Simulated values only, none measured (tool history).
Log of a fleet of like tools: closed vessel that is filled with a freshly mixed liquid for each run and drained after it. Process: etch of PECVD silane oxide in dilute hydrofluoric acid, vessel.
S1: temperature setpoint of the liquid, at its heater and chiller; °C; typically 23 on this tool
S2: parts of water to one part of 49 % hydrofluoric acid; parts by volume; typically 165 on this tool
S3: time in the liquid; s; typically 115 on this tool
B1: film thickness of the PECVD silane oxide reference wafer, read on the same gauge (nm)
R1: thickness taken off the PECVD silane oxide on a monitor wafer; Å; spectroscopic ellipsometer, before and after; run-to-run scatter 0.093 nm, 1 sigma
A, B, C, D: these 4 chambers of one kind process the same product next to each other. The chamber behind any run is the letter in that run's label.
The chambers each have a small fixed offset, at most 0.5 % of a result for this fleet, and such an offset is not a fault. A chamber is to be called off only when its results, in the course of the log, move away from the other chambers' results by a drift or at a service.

| run | day | S1 | S2 | S3 | B1 | R1 |
|---|---|---|---|---|---|---|
| 1D | 0.458 | 23 | 165 | 115 | 29.989 | 123.58 |
| 2B | 0.725 | 23 | 165 | 115 | 29.997 | 124.03 |
| 3A | 0.971 | 23 | 165 | 115 | 30.022 | 123.24 |
| 4C | 1.217 | 23 | 165 | 115 | 30.004 | 125.11 |
| 5D | 1.45 | 23 | 165 | 115 | 29.977 | 124.46 |
| 6B | 1.871 | 23 | 165 | 115 | 30.028 | 123.08 |
| 7A | 2.225 | 23 | 165 | 115 | 30.008 | 122.25 |
| 8C | 2.675 | 23 | 165 | 115 | 30.007 | 123.9 |
| 9A | 3.033 | 23 | 165 | 115 | 29.999 | 122.84 |
| 10C | 3.367 | 23 | 165 | 115 | 29.995 | 123.83 |
| 11B | 3.579 | 23 | 165 | 115 | 30.016 | 124.78 |
| 12D | 3.879 | 23 | 165 | 115 | 30.002 | 125.05 |
| 13C | 4.342 | 23 | 165 | 115 | 29.989 | 124.41 |
| 14B | 4.658 | 23 | 165 | 115 | 30 | 123.19 |
| 15D | 5.012 | 23 | 165 | 115 | 30.019 | 123.4 |
| 16A | 5.379 | 23 | 165 | 115 | 30.005 | 125.76 |
| 17B | 5.833 | 23 | 165 | 115 | 29.988 | 124.19 |
| 18D | 6.083 | 23 | 165 | 115 | 30.011 | 123.94 |
| 19C | 6.308 | 23 | 165 | 115 | 29.98 | 125.48 |
| 20A | 6.675 | 23 | 135 | 90 | 29.994 | 127.45 |
| 21D | 6.962 | 23 | 135 | 90 | 30.01 | 121.32 |
| 22B | 7.333 | 23 | 135 | 90 | 29.986 | 122.9 |
| 23C | 7.742 | 23 | 135 | 90 | 29.985 | 122.01 |
| 24A | 8.038 | 23 | 165 | 115 | 30.003 | 129.78 |
| 25D | 8.408 | 23 | 140 | 115 | 30.011 | 151.06 |
|  | 8.658 | chamber B: thermometer replaced |
| 26C | 8.871 | 23 | 140 | 115 | 30.022 | 150.34 |
| 27B | 9.212 | 23 | 140 | 115 | 30.021 | 150.22 |
| 28A | 9.604 | 23 | 140 | 115 | 29.992 | 160.16 |
|  | 9.688 | chamber D: thermometer replaced |
| 29B | 9.9 | 23 | 165 | 115 | 30.006 | 122.55 |
| 30C | 10.362 | 23 | 165 | 115 | 30.001 | 123.89 |
| 31D | 10.679 | 23 | 165 | 115 | 29.989 | 124.4 |

Read the log: is a single chamber off, either drifting away or since a service, is the gauge that measures every chamber drifting, or is nothing wrong beyond small per-chamber offsets? Name any odd chamber and what most likely caused it.

One chamber, A, drifts off from the rest bit by bit.
Likeliest cause: liquid hotter than its thermometer reads (K) = 2.31.
With only this log, it may be confused with: hydrofluoric acid flow above the setpoint (%).

Chamber A could run next with any of the 4 candidate recipes listed below; each alters the usual settings, and their results appear as question marks. Which one brings its results back in line with what the other chambers deliver on the usual settings?
Allowed miss from the other chambers' usual-settings mean, per result, to count as in line: R1 3.3 Å
| 32A-1 | 11.025 | 23 | 160 | 120 |  | ? |
| 32A-2 | 11.025 | 23 | 190 | 115 |  | ? |
| 32A-3 | 11.025 | 23 | 170 | 110 |  | ? |
| 32A-4 | 11.025 | 23.5 | 165 | 135 |  | ? |

On the usual settings, the other chambers give on average: R1 123.81 Å
| run | R1 |
|---|---|
| 32A-1 | 145.06 |
| 32A-2 | 112.93 |
| 32A-3 | 123.63 |
| 32A-4 | 160.24 |
32A-3 brings the chamber back in line.

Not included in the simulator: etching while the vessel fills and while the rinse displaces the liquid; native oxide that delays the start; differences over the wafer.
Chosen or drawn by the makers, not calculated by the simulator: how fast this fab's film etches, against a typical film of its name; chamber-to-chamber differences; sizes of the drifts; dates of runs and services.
